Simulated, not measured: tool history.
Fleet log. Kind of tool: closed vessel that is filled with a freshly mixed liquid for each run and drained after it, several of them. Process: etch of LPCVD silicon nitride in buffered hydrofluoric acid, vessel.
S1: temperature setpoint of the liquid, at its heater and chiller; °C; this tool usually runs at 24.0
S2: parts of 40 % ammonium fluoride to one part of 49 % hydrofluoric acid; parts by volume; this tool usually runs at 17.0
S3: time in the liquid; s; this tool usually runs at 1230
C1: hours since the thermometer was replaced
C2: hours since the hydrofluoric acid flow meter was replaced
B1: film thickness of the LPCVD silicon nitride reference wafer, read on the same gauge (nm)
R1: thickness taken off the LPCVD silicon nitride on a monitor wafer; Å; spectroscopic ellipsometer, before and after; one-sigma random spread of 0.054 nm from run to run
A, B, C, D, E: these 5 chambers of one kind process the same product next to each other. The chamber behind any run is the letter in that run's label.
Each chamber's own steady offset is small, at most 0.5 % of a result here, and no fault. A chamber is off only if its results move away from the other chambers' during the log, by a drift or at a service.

run,day,S1,S2,S3,C1,C2,B1,R1
1C,0.175,24.0,17.0,1230,1154.2,310.6,89.982,117.430
2D,0.392,24.0,17.0,1230,1260.3,160.3,90.029,119.020
3E,0.533,24.0,17.0,1230,527.3,959.7,90.013,117.010
4A,0.808,24.0,17.0,1230,1535.1,374.0,90.004,117.640
5B,0.950,24.0,17.0,1230,415.0,710.6,90.008,116.740
6B,1.192,24.0,17.0,1230,420.8,716.4,90.006,116.830
7D,1.475,24.0,17.0,1230,1286.3,186.3,89.975,118.010
8C,1.712,24.0,20.5,1685,1191.1,347.5,89.950,135.420
9E,1.946,24.0,20.5,1685,561.2,993.6,90.013,134.510
10A,2.133,24.0,20.5,1685,1566.9,405.8,89.998,134.660
11C,2.317,24.0,20.5,1685,1205.6,362.0,90.018,135.490
12A,2.500,24.0,20.5,1685,1575.7,414.6,90.004,135.710
13E,2.675,24.0,17.0,1230,578.7,1011.1,90.010,117.090
14D,2.979,24.0,17.0,1230,1322.4,222.4,90.021,118.520
15B,3.288,24.0,17.0,1230,471.1,766.7,89.979,117.030
16C,3.479,24.0,17.0,1230,1233.5,389.9,89.988,117.600
17A,3.642,24.0,20.0,1230,1603.1,442.0,89.985,99.704
# day 3.688: chamber D: thermometer replaced
18D,3.850,24.0,20.0,1230,4.0,243.3,89.974,100.940
19E,4.021,24.0,20.0,1230,611.0,1043.4,89.972,100.120
20B,4.329,24.0,20.0,1230,496.1,791.7,89.972,100.130
21C,4.638,24.0,20.0,1230,1261.3,417.7,90.005,100.570
22B,4.879,27.5,20.0,1230,509.3,804.9,90.000,121.410
23E,5.042,27.5,20.0,1230,635.5,1067.9,90.014,121.000
24A,5.242,27.5,20.0,1230,1641.5,480.4,89.968,119.380
25D,5.504,27.5,20.0,1230,43.7,283.0,89.984,122.670
26B,5.717,27.5,20.0,1230,529.4,825.0,90.045,121.060
27D,5.988,24.0,17.0,1230,55.3,294.6,89.976,119.500
28C,6.262,26.0,17.0,1230,1300.3,456.7,90.032,132.690
29A,6.454,26.0,17.0,1230,1670.6,509.5,89.994,126.180
30E,6.721,26.0,17.0,1230,675.8,1108.2,90.005,130.750
31A,6.917,26.0,17.0,1230,1681.7,520.6,90.039,125.260
32C,7.150,26.0,17.0,1230,1321.6,478.0,90.003,131.770
33E,7.421,24.0,17.0,1230,692.6,1125.0,90.036,116.400
34D,7.575,24.0,17.0,1230,93.4,332.7,90.001,118.680
35B,7.742,24.0,17.0,1230,578.0,873.6,89.976,117.000

Is one chamber out of step, is the gauge drifting, or do the chambers differ by no more than their own small offsets? For an off chamber, give its letter and the likeliest cause.

One chamber, A, drifts off from the rest bit by bit.
What lies behind it: hydrofluoric acid flow below the setpoint (%) = 5.57.
The log may not separate it from: liquid colder than its thermometer reads (K).

Here are 4 candidates for chamber A's next run, each the usual settings with a change, their results left as question marks. Which one brings its results back in line with what the others give on the usual settings?
In line means no further than this from the other chambers' mean on the usual settings: R1 1.900 Å
36A-1,7.962,24.0,17.0,1295,,,,?
36A-2,7.962,23.0,17.0,1230,,,,?
36A-3,7.962,24.0,17.0,1215,,,,?
36A-4,7.962,24.0,17.0,1250,,,,?

The mean the other chambers reach with the usual settings: R1 117.650 Å
run,R1
36A-1,117.340
36A-2,105.500
36A-3,110.100
36A-4,113.270
36A-1 puts the chamber back in line with the other chambers.

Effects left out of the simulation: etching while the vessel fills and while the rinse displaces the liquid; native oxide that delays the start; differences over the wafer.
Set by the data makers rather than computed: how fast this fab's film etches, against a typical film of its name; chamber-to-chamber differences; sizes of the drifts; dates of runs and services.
